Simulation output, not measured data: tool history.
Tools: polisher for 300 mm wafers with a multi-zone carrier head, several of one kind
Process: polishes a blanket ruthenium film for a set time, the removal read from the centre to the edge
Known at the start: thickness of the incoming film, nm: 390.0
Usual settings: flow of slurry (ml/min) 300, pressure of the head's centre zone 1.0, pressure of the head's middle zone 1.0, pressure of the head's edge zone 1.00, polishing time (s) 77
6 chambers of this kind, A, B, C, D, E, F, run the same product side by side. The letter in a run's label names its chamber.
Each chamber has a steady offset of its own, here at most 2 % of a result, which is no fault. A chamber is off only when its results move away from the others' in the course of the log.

run	day	flow of slurry (ml/min)	pressure of the head's centre zone	pressure of the head's middle zone	pressure of the head's edge zone	polishing time (s)	wafers polished on this pad	hours since the slurry nozzle was cleaned	hours since the centre zone pressure was calibrated	hours since the edge zone pressure was calibrated	film removed at the wafer's centre (Å)	film removed at mid-radius (Å)	film removed at the wafer's edge (Å)
# day 0.021: chamber F: worn pad replaced by a new one
1A	0.242	300	1.0	1.0	1.00	77	401	74.2	625.3	435.2	719.93	722.41	740.29
# day 0.304: chamber B: worn pad replaced by a new one
2D	0.658	300	1.0	1.0	1.00	77	601	287.5	476.2	641.8	732.20	726.11	719.49
3F	0.879	300	1.0	1.0	1.00	77	188	183.8	948.5	314.9	719.90	732.63	719.57
4C	1.183	300	1.0	1.0	1.00	77	662	69.5	319.3	542.2	741.55	727.55	726.56
5B	1.492	300	1.0	1.0	1.00	77	259	466.4	1200.8	443.6	720.22	723.06	732.01
# day 1.725: chamber B: centre zone pressure recalibrated
6E	1.725	300	1.0	1.0	1.00	77	696	105.5	208.2	1551.3	735.83	717.92	713.42
# day 1.879: chamber A: worn pad replaced by a new one
7E	2.012	370	1.0	1.0	1.00	77	759	112.4	215.1	1558.2	740.21	731.28	726.94
# day 2.292: chamber C: worn pad replaced by a new one
# day 2.442: chamber D: worn pad replaced by a new one
8B	2.458	370	1.0	1.0	1.00	77	470	489.6	17.7	466.8	741.96	750.63	733.41
# day 2.700: chamber E: edge zone pressure recalibrated
9C	2.767	370	1.0	1.0	1.00	77	104	107.5	357.3	580.2	746.31	757.24	724.43
10F	3.188	370	1.0	1.0	1.00	77	692	239.2	1003.9	370.3	740.54	748.62	730.67
11D	3.608	370	1.0	1.0	1.00	77	255	358.3	547.0	712.6	747.89	745.17	734.23
# day 3.679: chamber E: worn pad replaced by a new one
# day 4.042: chamber D: slurry nozzle cleaned
12A	4.067	370	1.0	1.0	1.00	77	478	166.0	717.1	527.0	747.88	743.34	737.16
13D	4.488	300	1.0	1.0	1.00	77	447	10.8	568.1	733.7	746.31	727.35	732.58
# day 4.783: chamber F: worn pad replaced by a new one
# day 4.808: chamber A: worn pad replaced by a new one
14A	4.967	300	1.0	0.9	0.91	77	34	187.6	738.7	548.6	746.84	653.53	694.29
15E	5.208	300	1.0	0.9	0.91	77	333	189.1	291.8	60.2	716.10	664.23	686.75
# day 5.333: chamber C: centre zone pressure recalibrated
16B	5.517	300	1.0	0.9	0.91	77	1138	563.0	91.1	540.2	729.48	664.92	692.89
# day 5.883: chamber E: centre zone pressure recalibrated
# day 5.892: chamber C: worn pad replaced by a new one
17F	6.000	300	1.0	0.9	0.91	77	266	306.7	1071.4	437.8	732.23	664.04	702.07
# day 6.146: chamber B: worn pad replaced by a new one
18C	6.467	300	1.0	0.9	0.91	77	125	196.3	27.3	669.0	737.90	672.94	688.76
19E	6.921	300	1.0	0.9	0.91	77	707	230.2	24.9	101.3	717.70	657.44	692.65
# day 7.100: chamber D: worn pad replaced by a new one
20B	7.204	300	0.9	1.0	1.00	77	231	603.5	131.6	580.7	647.43	726.22	721.12
21A	7.575	300	0.9	1.0	1.00	77	604	250.2	801.3	611.2	657.30	717.41	736.15
22D	7.988	300	0.9	1.0	1.00	77	193	94.8	652.1	817.7	658.35	730.79	718.29
# day 8.212: chamber A: slurry nozzle cleaned
# day 8.308: chamber A: worn pad replaced by a new one
23C	8.350	300	0.9	1.0	1.00	77	536	241.5	72.5	714.2	646.81	729.14	736.41
# day 8.704: chamber F: worn pad replaced by a new one
24F	8.729	300	0.9	1.0	1.00	77	6	372.2	1136.9	503.3	648.14	732.70	725.65
# day 9.133: chamber E: worn pad replaced by a new one
25F	9.221	300	0.9	1.0	1.00	77	113	384.0	1148.7	515.1	654.28	733.80	726.64
26B	9.458	300	1.0	1.0	1.00	77	723	657.6	185.7	634.8	715.35	734.28	713.67
# day 9.629: chamber C: worn pad replaced by a new one
27A	9.838	300	1.0	1.0	1.00	77	334	39.1	855.6	665.5	741.40	725.73	733.89
28E	10.117	300	1.0	1.0	1.00	77	214	306.9	101.6	178.0	724.98	719.72	712.13
29D	10.346	300	1.0	1.0	1.00	77	708	151.4	708.7	874.3	723.83	732.71	727.75
30C	10.792	300	1.0	1.0	1.00	77	254	300.1	131.1	772.8	724.83	726.01	723.33
# day 11.046: chamber D: worn pad replaced by a new one
# day 11.208: chamber B: edge zone pressure recalibrated
31A	11.271	300	1.0	1.0	1.00	77	647	73.5	890.0	699.9	745.25	718.81	726.98
# day 11.488: chamber B: worn pad replaced by a new one
32D	11.604	300	1.0	1.0	1.00	77	122	181.6	738.9	904.5	735.37	724.14	721.56
# day 11.821: chamber A: worn pad replaced by a new one
33C	11.838	300	1.0	1.0	1.00	77	482	325.2	156.2	797.9	737.71	736.35	724.99
# day 12.075: chamber F: centre zone pressure recalibrated
34B	12.150	300	1.0	1.0	1.04	92	144	722.2	250.3	22.6	860.23	867.93	884.97
35F	12.408	300	1.0	1.0	1.04	92	809	460.5	8.1	591.6	861.92	858.97	875.54
# day 12.821: chamber F: worn pad replaced by a new one
36E	12.892	300	1.0	1.0	1.04	92	820	373.5	168.2	244.6	873.89	857.77	881.89
37F	13.375	300	1.0	1.0	1.04	92	121	483.7	31.3	614.8	867.31	869.26	880.30
38D	13.871	300	1.0	1.0	1.04	92	617	236.0	793.3	958.9	873.11	870.88	885.44
39B	14.092	300	1.0	1.0	1.04	92	568	768.8	296.9	69.2	857.24	881.25	878.99
40A	14.346	385	1.0	1.0	1.00	77	551	147.3	963.8	773.7	763.92	736.66	740.93

All 6 chambers run these settings next. Forecast each chamber's results:
41A	14.708	365	1.0	1.0	1.00	77					?	?	?
41B	14.708	365	1.0	1.0	1.00	77					?	?	?
41C	14.708	365	1.0	1.0	1.00	77					?	?	?
41D	14.708	365	1.0	1.0	1.00	77					?	?	?
41E	14.708	365	1.0	1.0	1.00	77					?	?	?
41F	14.708	365	1.0	1.0	1.00	77					?	?	?

run	film removed at the wafer's centre (Å)	film removed at mid-radius (Å)	film removed at the wafer's edge (Å)
41A	746.80	727.80	737.29
41B	736.59	742.41	730.62
41C	729.28	751.00	744.66
41D	755.34	742.48	728.36
41E	732.48	727.57	722.07
41F	734.07	747.08	720.23

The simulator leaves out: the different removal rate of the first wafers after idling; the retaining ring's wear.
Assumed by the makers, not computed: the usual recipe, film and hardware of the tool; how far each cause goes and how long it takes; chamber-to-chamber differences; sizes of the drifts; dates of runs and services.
